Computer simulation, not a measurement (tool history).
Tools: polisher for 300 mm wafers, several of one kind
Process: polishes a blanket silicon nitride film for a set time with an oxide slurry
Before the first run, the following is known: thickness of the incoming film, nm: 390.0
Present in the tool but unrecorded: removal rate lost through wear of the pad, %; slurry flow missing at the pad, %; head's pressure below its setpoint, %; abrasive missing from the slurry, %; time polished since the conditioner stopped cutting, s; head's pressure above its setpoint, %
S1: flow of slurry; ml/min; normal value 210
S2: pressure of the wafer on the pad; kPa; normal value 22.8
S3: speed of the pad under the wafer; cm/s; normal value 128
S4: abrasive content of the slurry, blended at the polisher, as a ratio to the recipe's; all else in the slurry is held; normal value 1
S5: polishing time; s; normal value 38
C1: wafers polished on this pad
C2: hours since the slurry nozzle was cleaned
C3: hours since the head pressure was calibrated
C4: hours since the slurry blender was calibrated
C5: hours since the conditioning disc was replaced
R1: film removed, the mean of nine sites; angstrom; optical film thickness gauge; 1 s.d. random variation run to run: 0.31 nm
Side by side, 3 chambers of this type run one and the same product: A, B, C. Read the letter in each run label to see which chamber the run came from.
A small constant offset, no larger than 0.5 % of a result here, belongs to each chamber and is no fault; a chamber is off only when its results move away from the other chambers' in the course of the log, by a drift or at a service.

run	hour	S1	S2	S3	S4	S5	C1	C2	C3	C4	C5	R1
# hour 1.9: chamber B: slurry blender recalibrated
1B	9.7	210	22.8	128	1	38	91	35.4	103.8	7.8	325.8	285.48
2A	15.8	210	22.8	128	1	38	802	442.0	471.8	74.6	68.9	285.94
3C	23.9	210	22.8	128	1	38	485	46.0	312.1	237.8	84.7	282.99
4B	32.6	210	22.8	128	1	38	300	58.3	126.7	30.7	348.7	287.36
5C	40.9	210	22.8	128	1	38	640	63.0	329.1	254.8	101.7	286.22
6A	45.7	210	22.8	128	1	38	1075	471.9	501.7	104.5	98.8	288.29
7A	52.5	210	22.8	128	1	38	1136	478.7	508.5	111.3	105.6	286.51
# hour 55.9: chamber C: conditioning disc replaced and pad reconditioned
8B	57.4	210	22.8	128	1	38	525	83.1	151.5	55.5	373.5	289.56
# hour 62.3: chamber A: worn pad replaced by a new one
9C	67.2	210	22.8	128	1	38	879	89.3	355.4	281.1	11.3	281.14
10A	73.0	210	22.8	128	1	38	97	499.2	529.0	131.8	126.1	288.28
11B	82.5	210	22.8	128	1	38	754	108.2	176.6	80.6	398.6	284.38
# hour 83.5: chamber C: head pressure recalibrated
12C	87.1	210	22.8	128	1	38	1060	109.2	3.7	301.0	31.2	286.39
# hour 92.2: chamber C: worn pad replaced by a new one
13B	93.8	210	22.8	128	1	38	857	119.5	187.9	91.9	409.9	281.23
14C	100.4	210	22.8	128	1	38	74	122.5	17.0	314.3	44.5	279.88
15A	109.3	210	22.8	128	1	38	428	535.5	565.3	168.1	162.4	290.49
# hour 111.7: chamber A: slurry nozzle cleaned
16A	114.5	210	22.8	128	1	38	475	2.9	570.5	173.3	167.6	286.58
17C	122.9	210	22.8	128	1	38	279	145.0	39.5	336.8	67.0	284.00
18B	129.3	210	22.8	128	1	38	1180	155.0	223.4	127.4	445.4	284.80
19C	134.4	210	22.8	128	1	38	384	156.5	51.0	348.3	78.5	284.89
20A	141.4	210	22.8	128	1	38	720	29.8	597.4	200.2	194.5	282.98
21B	146.6	210	22.8	128	1	38	1338	172.3	240.7	144.7	462.7	284.71
# hour 149.4: chamber B: worn pad replaced by a new one
22B	151.0	210	22.8	128	1	38	14	176.7	245.1	149.1	467.1	286.61
# hour 151.1: chamber C: slurry blender recalibrated
# hour 158.9: chamber C: conditioning disc replaced and pad reconditioned
23A	159.8	210	22.8	94	1	38	888	48.2	615.8	218.6	212.9	221.50
24C	167.7	210	22.8	94	1	38	687	189.8	84.3	16.7	8.8	223.74
25A	174.1	210	22.8	94	1	38	1018	62.5	630.1	232.9	227.2	222.17
26C	183.4	210	22.8	128	1	38	830	205.5	100.0	32.4	24.5	283.15
# hour 188.3: chamber A: worn pad replaced by a new one
27B	192.2	210	22.8	128	1	38	389	217.9	286.3	190.3	508.3	283.37
28C	199.9	210	25.5	128	1	38	980	222.0	116.5	48.9	41.0	314.11
29A	204.3	210	25.5	128	1	38	145	92.7	660.3	263.1	257.4	319.64

Each of the 3 chambers runs these same settings next. Fill in every chamber's results:
30A	211.2	210	22.8	128	1	38						?
30B	211.2	210	22.8	128	1	38						?
30C	211.2	210	22.8	128	1	38						?

run	R1
30A	283.03
30B	280.21
30C	279.80
